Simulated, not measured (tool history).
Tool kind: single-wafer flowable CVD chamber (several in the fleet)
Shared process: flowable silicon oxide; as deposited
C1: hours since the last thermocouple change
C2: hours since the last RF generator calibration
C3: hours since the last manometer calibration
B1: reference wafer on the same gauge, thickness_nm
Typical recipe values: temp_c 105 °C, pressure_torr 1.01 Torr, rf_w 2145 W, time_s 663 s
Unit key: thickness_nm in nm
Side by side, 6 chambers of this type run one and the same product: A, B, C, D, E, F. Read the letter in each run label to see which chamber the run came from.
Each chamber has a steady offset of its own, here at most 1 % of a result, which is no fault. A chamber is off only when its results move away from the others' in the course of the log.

{"run": "1B", "day": 0.304, "temp_c": 105, "pressure_torr": 1.01, "rf_w": 2145, "time_s": 663, "C1": 743.9, "C2": 547.0, "C3": 472.7, "B1": 488.3, "thickness_nm": 459.28}
{"run": "2D", "day": 0.796, "temp_c": 105, "pressure_torr": 1.01, "rf_w": 2145, "time_s": 663, "C1": 1113.2, "C2": 1278.8, "C3": 777.0, "B1": 488.08, "thickness_nm": 463.01}
{"run": "3A", "day": 1.167, "temp_c": 105, "pressure_torr": 1.01, "rf_w": 2145, "time_s": 663, "C1": 1190.6, "C2": 1502.7, "C3": 1533.2, "B1": 488.16, "thickness_nm": 461.81}
{"run": "4C", "day": 1.496, "temp_c": 105, "pressure_torr": 1.01, "rf_w": 2145, "time_s": 663, "C1": 678.7, "C2": 1484.4, "C3": 1946.4, "B1": 488.22, "thickness_nm": 461.07}
{"run": "5E", "day": 1.738, "temp_c": 105, "pressure_torr": 1.01, "rf_w": 2145, "time_s": 663, "C1": 54.1, "C2": 628.2, "C3": 603.9, "B1": 487.97, "thickness_nm": 461.71}
{"run": "6F", "day": 2.25, "temp_c": 105, "pressure_torr": 1.01, "rf_w": 2145, "time_s": 663, "C1": 591.8, "C2": 1369.9, "C3": 1411.9, "B1": 487.88, "thickness_nm": 461.29}
{"run": "7B", "day": 2.758, "temp_c": 105, "pressure_torr": 1.01, "rf_w": 2145, "time_s": 663, "C1": 802.8, "C2": 605.9, "C3": 531.6, "B1": 487.97, "thickness_nm": 458.34}
{"day": 2.979, "done": "chamber A: capacitance manometer re-zeroed and calibrated"}
{"run": "8F", "day": 2.988, "temp_c": 105, "pressure_torr": 1.01, "rf_w": 2145, "time_s": 663, "C1": 609.5, "C2": 1387.6, "C3": 1429.6, "B1": 487.95, "thickness_nm": 462.23}
{"run": "9A", "day": 3.404, "temp_c": 105, "pressure_torr": 1.01, "rf_w": 2145, "time_s": 663, "C1": 1244.3, "C2": 1556.4, "C3": 10.2, "B1": 488.15, "thickness_nm": 463.73}
{"day": 3.571, "done": "chamber D: RF generator calibrated"}
{"run": "10D", "day": 3.733, "temp_c": 105, "pressure_torr": 1.01, "rf_w": 2145, "time_s": 663, "C1": 1183.7, "C2": 3.9, "C3": 847.5, "B1": 487.59, "thickness_nm": 463.58}
{"run": "11E", "day": 4.017, "temp_c": 105, "pressure_torr": 1.01, "rf_w": 2145, "time_s": 663, "C1": 108.8, "C2": 682.9, "C3": 658.6, "B1": 488.1, "thickness_nm": 461.64}
{"run": "12C", "day": 4.371, "temp_c": 105, "pressure_torr": 1.01, "rf_w": 2145, "time_s": 663, "C1": 747.7, "C2": 1553.4, "C3": 2015.4, "B1": 488.07, "thickness_nm": 461.2}
{"run": "13B", "day": 4.704, "temp_c": 105, "pressure_torr": 1.01, "rf_w": 2145, "time_s": 663, "C1": 849.5, "C2": 652.6, "C3": 578.3, "B1": 487.9, "thickness_nm": 459.57}
{"day": 4.933, "done": "chamber C: capacitance manometer re-zeroed and calibrated"}
{"run": "14E", "day": 5.142, "temp_c": 105, "pressure_torr": 1.01, "rf_w": 2145, "time_s": 663, "C1": 135.8, "C2": 709.9, "C3": 685.6, "B1": 487.74, "thickness_nm": 459.18}
{"run": "15A", "day": 5.412, "temp_c": 105, "pressure_torr": 1.01, "rf_w": 2145, "time_s": 663, "C1": 1292.5, "C2": 1604.6, "C3": 58.4, "B1": 487.96, "thickness_nm": 462.75}
{"run": "16D", "day": 5.867, "temp_c": 105, "pressure_torr": 1.01, "rf_w": 2145, "time_s": 663, "C1": 1234.9, "C2": 55.1, "C3": 898.7, "B1": 487.95, "thickness_nm": 463.38}
{"run": "17F", "day": 6.171, "temp_c": 105, "pressure_torr": 1.01, "rf_w": 2145, "time_s": 663, "C1": 685.9, "C2": 1464.0, "C3": 1506.0, "B1": 487.93, "thickness_nm": 462.08}
{"run": "18C", "day": 6.633, "temp_c": 105, "pressure_torr": 1.01, "rf_w": 2145, "time_s": 663, "C1": 802.0, "C2": 1607.7, "C3": 40.9, "B1": 487.79, "thickness_nm": 469.73}
{"run": "19D", "day": 6.875, "temp_c": 105, "pressure_torr": 1.01, "rf_w": 2145, "time_s": 663, "C1": 1259.1, "C2": 79.3, "C3": 922.9, "B1": 488.0, "thickness_nm": 462.01}
{"day": 6.912, "done": "chamber A: RF generator calibrated"}
{"run": "20A", "day": 7.158, "temp_c": 105, "pressure_torr": 1.01, "rf_w": 1975, "time_s": 663, "C1": 1334.4, "C2": 5.9, "C3": 100.3, "B1": 487.98, "thickness_nm": 454.43}
{"run": "21B", "day": 7.454, "temp_c": 105, "pressure_torr": 1.01, "rf_w": 1975, "time_s": 663, "C1": 915.5, "C2": 718.6, "C3": 644.3, "B1": 487.83, "thickness_nm": 451.92}
{"run": "22F", "day": 7.712, "temp_c": 105, "pressure_torr": 1.01, "rf_w": 1975, "time_s": 663, "C1": 722.9, "C2": 1501.0, "C3": 1543.0, "B1": 487.91, "thickness_nm": 455.2}
{"run": "23C", "day": 8.117, "temp_c": 105, "pressure_torr": 1.01, "rf_w": 1975, "time_s": 663, "C1": 837.6, "C2": 1643.3, "C3": 76.5, "B1": 487.82, "thickness_nm": 462.73}
{"run": "24E", "day": 8.612, "temp_c": 105, "pressure_torr": 1.01, "rf_w": 1975, "time_s": 663, "C1": 219.1, "C2": 793.2, "C3": 768.9, "B1": 487.86, "thickness_nm": 452.66}
{"run": "25D", "day": 9.112, "temp_c": 105, "pressure_torr": 1.01, "rf_w": 1975, "time_s": 663, "C1": 1312.8, "C2": 133.0, "C3": 976.6, "B1": 487.96, "thickness_nm": 456.67}
{"run": "26C", "day": 9.546, "temp_c": 105, "pressure_torr": 1.01, "rf_w": 2145, "time_s": 663, "C1": 871.9, "C2": 1677.6, "C3": 110.8, "B1": 488.01, "thickness_nm": 471.89}
{"run": "27E", "day": 9.829, "temp_c": 105, "pressure_torr": 1.01, "rf_w": 2145, "time_s": 663, "C1": 248.3, "C2": 822.4, "C3": 798.1, "B1": 488.03, "thickness_nm": 460.15}
{"run": "28B", "day": 10.225, "temp_c": 105, "pressure_torr": 1.01, "rf_w": 2145, "time_s": 663, "C1": 982.0, "C2": 785.1, "C3": 710.8, "B1": 488.02, "thickness_nm": 459.01}
{"run": "29A", "day": 10.45, "temp_c": 105, "pressure_torr": 1.01, "rf_w": 2145, "time_s": 663, "C1": 1413.4, "C2": 84.9, "C3": 179.3, "B1": 487.86, "thickness_nm": 462.47}
{"day": 10.529, "done": "chamber F: capacitance manometer re-zeroed and calibrated"}
{"run": "30F", "day": 10.7, "temp_c": 105, "pressure_torr": 1.01, "rf_w": 2145, "time_s": 663, "C1": 794.6, "C2": 1572.7, "C3": 4.2, "B1": 487.97, "thickness_nm": 461.54}
{"day": 11.038, "done": "chamber A: thermocouple changed; heater temperature recalibrated"}
{"run": "31B", "day": 11.075, "temp_c": 105, "pressure_torr": 1.01, "rf_w": 2145, "time_s": 663, "C1": 1002.4, "C2": 805.5, "C3": 731.2, "B1": 488.33, "thickness_nm": 458.8}
{"run": "32E", "day": 11.542, "temp_c": 113, "pressure_torr": 1.01, "rf_w": 1980, "time_s": 663, "C1": 289.4, "C2": 863.5, "C3": 839.2, "B1": 488.2, "thickness_nm": 351.04}
{"run": "33D", "day": 12.054, "temp_c": 113, "pressure_torr": 1.01, "rf_w": 1980, "time_s": 663, "C1": 1383.4, "C2": 203.6, "C3": 1047.2, "B1": 487.96, "thickness_nm": 352.13}
{"run": "34C", "day": 12.379, "temp_c": 113, "pressure_torr": 1.01, "rf_w": 1980, "time_s": 663, "C1": 939.9, "C2": 1745.6, "C3": 178.8, "B1": 488.05, "thickness_nm": 356.71}
{"run": "35F", "day": 12.85, "temp_c": 113, "pressure_torr": 1.01, "rf_w": 1980, "time_s": 663, "C1": 846.2, "C2": 1624.3, "C3": 55.8, "B1": 487.86, "thickness_nm": 350.51}
{"run": "36A", "day": 13.129, "temp_c": 113, "pressure_torr": 1.01, "rf_w": 1980, "time_s": 663, "C1": 50.2, "C2": 149.2, "C3": 243.6, "B1": 488.14, "thickness_nm": 349.44}
{"run": "37A", "day": 13.492, "temp_c": 113, "pressure_torr": 1.01, "rf_w": 1980, "time_s": 663, "C1": 58.9, "C2": 157.9, "C3": 252.3, "B1": 487.96, "thickness_nm": 349.65}
{"run": "38E", "day": 13.821, "temp_c": 105, "pressure_torr": 1.01, "rf_w": 2145, "time_s": 663, "C1": 344.1, "C2": 918.2, "C3": 893.9, "B1": 488.01, "thickness_nm": 461.57}
{"run": "39F", "day": 14.075, "temp_c": 105, "pressure_torr": 1.01, "rf_w": 2145, "time_s": 663, "C1": 875.6, "C2": 1653.7, "C3": 85.2, "B1": 487.94, "thickness_nm": 462.48}

Predict what each chamber gives when all 6 of them run the settings below next.
{"run": "40A", "day": 14.442, "temp_c": 105, "pressure_torr": 1.01, "rf_w": 2145, "time_s": 663, "thickness_nm": "?"}
{"run": "40B", "day": 14.442, "temp_c": 105, "pressure_torr": 1.01, "rf_w": 2145, "time_s": 663, "thickness_nm": "?"}
{"run": "40C", "day": 14.442, "temp_c": 105, "pressure_torr": 1.01, "rf_w": 2145, "time_s": 663, "thickness_nm": "?"}
{"run": "40D", "day": 14.442, "temp_c": 105, "pressure_torr": 1.01, "rf_w": 2145, "time_s": 663, "thickness_nm": "?"}
{"run": "40E", "day": 14.442, "temp_c": 105, "pressure_torr": 1.01, "rf_w": 2145, "time_s": 663, "thickness_nm": "?"}
{"run": "40F", "day": 14.442, "temp_c": 105, "pressure_torr": 1.01, "rf_w": 2145, "time_s": 663, "thickness_nm": "?"}

run=40A thickness_nm=462.15
run=40B thickness_nm=457.15
run=40C thickness_nm=472.36
run=40D thickness_nm=463.98
run=40E thickness_nm=461.97
run=40F thickness_nm=462.27

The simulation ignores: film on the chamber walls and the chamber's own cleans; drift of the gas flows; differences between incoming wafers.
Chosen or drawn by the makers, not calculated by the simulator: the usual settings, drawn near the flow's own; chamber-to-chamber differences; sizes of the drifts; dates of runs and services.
